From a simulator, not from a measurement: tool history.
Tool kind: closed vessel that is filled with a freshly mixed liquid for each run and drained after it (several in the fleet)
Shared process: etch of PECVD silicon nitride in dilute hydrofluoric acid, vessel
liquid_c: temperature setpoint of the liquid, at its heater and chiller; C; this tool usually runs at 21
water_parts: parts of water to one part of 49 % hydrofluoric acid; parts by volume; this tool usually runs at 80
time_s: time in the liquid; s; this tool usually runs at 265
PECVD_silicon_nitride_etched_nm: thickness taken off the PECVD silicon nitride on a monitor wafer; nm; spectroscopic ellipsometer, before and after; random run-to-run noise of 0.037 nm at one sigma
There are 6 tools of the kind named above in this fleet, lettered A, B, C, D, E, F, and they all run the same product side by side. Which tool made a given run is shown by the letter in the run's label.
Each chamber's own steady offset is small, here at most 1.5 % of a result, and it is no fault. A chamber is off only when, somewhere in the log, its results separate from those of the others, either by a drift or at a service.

run	hour	liquid_c	water_parts	time_s	read-back film thickness of the PECVD silicon nitride reference wafer, read on the same gauge (nm)	PECVD_silicon_nitride_etched_nm
# hour 4.6: chamber E: hydrofluoric acid flow meter replaced
1E	14.4	21	80	265	40.013	5.6977
2D	28.5	21	80	265	39.984	5.8254
# hour 31.0: chamber C: thermometer replaced
3B	35.9	21	80	265	40.008	5.7297
# hour 43.8: chamber D: thermometer replaced
4C	45.4	21	80	265	40.003	5.8814
5A	53.1	21	80	265	39.989	5.7976
6F	64.8	21	80	265	40.014	5.8171
7C	75.9	21	80	265	39.997	5.9019
8F	85.2	21	80	265	40.018	5.8091
9B	97.9	21	80	265	40.008	5.7524
10A	105.5	21	80	265	40.011	5.8172
11E	116.5	21	80	265	40.000	5.7646
12D	124.8	21	80	265	39.981	5.7661
13D	134.0	21	80	265	39.996	5.7143
14B	145.6	21	80	360	40.014	7.7483
15C	155.4	21	80	360	40.006	7.8718
16E	163.9	21	80	360	39.999	7.8766
17F	177.3	21	80	360	40.004	7.8866
18A	188.7	21	80	360	40.000	7.7614
19E	198.9	21	80	360	40.013	7.7951
20F	209.6	21	80	265	39.980	5.8018
# hour 221.0: chamber D: hydrofluoric acid flow meter replaced
21C	223.8	21	80	265	39.991	5.6649
22D	238.2	21	80	265	40.008	5.7314
23A	248.2	21	80	265	40.008	5.7780
24B	257.3	21	80	265	40.001	5.8299
25E	267.8	21	80	265	40.017	5.7681
26A	279.0	21	80	265	39.998	5.7328
27D	293.7	21	80	265	40.010	5.7626
28B	303.2	21	80	265	40.008	5.7443
29C	311.1	21	80	265	40.009	5.6225
30F	324.9	21	80	265	40.019	5.8617
31A	336.9	21	80	265	39.984	5.7480
32D	343.4	21	80	265	40.011	5.7797
33C	357.1	21	80	265	40.009	5.5721
34F	366.9	21	80	265	40.006	5.7757
35B	375.1	21	80	265	40.019	5.8148
36E	386.8	21	80	265	40.000	5.7982

One chamber off, gauge drift, or nothing amiss beyond the chambers' own small offsets? If it is a chamber, which one, and what is the likeliest cause?

Little by little, chamber C moves away from the other chambers.
What lies behind it: hydrofluoric acid flow below the setpoint (%) = 5.66.
It could be hard to tell apart here from: liquid colder than its thermometer reads (K).

Which of the 4 candidates below, each the usual settings with something changed and its results left as question marks, puts chamber C back in line with what the other chambers give on the usual settings?
In line here means within this much of the mean the other chambers give on the usual settings: PECVD_silicon_nitride_etched_nm 0.1300 nm
37C-1	397.6	20.5	80	250		?
37C-2	397.6	21.0	80	275		?
37C-3	397.6	21.0	80	255		?
37C-4	397.6	21.5	80	280		?

The other chambers' mean on the usual settings: PECVD_silicon_nitride_etched_nm 5.7642 nm
run	PECVD_silicon_nitride_etched_nm
37C-1	5.0289
37C-2	5.7273
37C-3	5.3108
37C-4	6.0367
37C-2 brings the chamber back in line.

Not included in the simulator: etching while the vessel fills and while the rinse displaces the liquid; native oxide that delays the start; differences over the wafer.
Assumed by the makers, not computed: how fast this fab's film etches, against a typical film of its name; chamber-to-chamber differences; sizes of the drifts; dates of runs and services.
